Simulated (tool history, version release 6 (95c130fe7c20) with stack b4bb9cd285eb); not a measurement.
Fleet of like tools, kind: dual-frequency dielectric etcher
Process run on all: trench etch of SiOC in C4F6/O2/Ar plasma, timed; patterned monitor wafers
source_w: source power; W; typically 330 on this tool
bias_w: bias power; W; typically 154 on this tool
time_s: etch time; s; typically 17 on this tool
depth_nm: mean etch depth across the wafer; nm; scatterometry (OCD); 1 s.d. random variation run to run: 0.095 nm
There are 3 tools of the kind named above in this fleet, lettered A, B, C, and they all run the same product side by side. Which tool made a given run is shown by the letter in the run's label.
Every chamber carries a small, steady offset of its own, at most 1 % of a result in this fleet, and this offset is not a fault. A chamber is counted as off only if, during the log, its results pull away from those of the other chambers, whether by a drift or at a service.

run   hour  source_w  bias_w  time_s  read-back reference wafer on the same gauge, depth_nm  depth_nm
 1A    4.2       330     154      17                                                  30.89    31.349
 2C   12.1       330     154      17                                                 30.912    31.165
 3B   16.4       330     154      17                                                 30.916    30.781
 4A     23       330     154      17                                                 30.911    31.267
 5B     28       330     154      17                                                 30.908    30.877
 6C   34.2       330     154      17                                                 30.892    31.191
 7A   38.7       330     154      17                                                 30.887     31.31
 8C   43.6       330     154      17                                                 30.876    31.327
 9B   48.9       330     154      17                                                 30.916    30.958
10C   54.3       330     154      17                                                 30.927    31.286
11B   60.4       330     154      17                                                 30.908    30.942
12A   65.3       330     154      17                                                 30.893    31.425
13B   72.6       330     154      17                                                 30.884    31.102
14A   80.7       360     154      17                                                 30.898    32.345
15C     85       360     154      17                                                 30.898    32.408
      87.5  -- chamber C: wet clean of the chamber
16A   92.1       360     154      17                                                  30.89    32.361
17C   97.7       290     166      17                                                 30.903    31.358
18B  106.5       290     166      17                                                 30.871    30.065
19B  114.5       290     166      17                                                 30.903    30.228
20A  123.2       330     154      17                                                 30.924    31.184
21C  128.5       330     154      13                                                 30.876    24.714
22A  135.6       330     154      13                                                 30.908    23.931
23C  143.2       330     154      13                                                 30.891     24.78
24B  148.2       330     154      17                                                 30.899    30.881
25C  152.5       330     154      17                                                 30.893     32.48
26A  158.6       330     154      17                                                 30.913    31.125
27B  166.5       330     154      17                                                 30.906    30.973

Decide between three cases: one chamber stands off from its peers, the gauge reading all wafers drifts, or nothing is wrong past each chamber's small offset. Where a chamber is off, say which and what most likely put it there.

Chamber C has stood off from the others ever since a service on it.
What lies behind it: etch rate over this chamber's usual, % = 3.56.

Which of the 4 candidates below, each the usual settings with something changed and its results left as question marks, puts chamber C back in line with what the other chambers give on the usual settings?
In-line tolerance around the mean of the other chambers on the usual settings: depth_nm 0.33 nm
28C-1  172.8       320     150      17                                                                ?
28C-2  172.8       330     163      17                                                                ?
28C-3  172.8       350     162      17                                                                ?
28C-4  172.8       300     154      17                                                                ?

Mean of the other chambers on the usual settings: depth_nm 31.079 nm
  run  depth_nm
28C-1    31.706
28C-2    32.929
28C-3    33.637
28C-4     31.16
Change 28C-4 lands the chamber within the allowed miss of the other chambers.
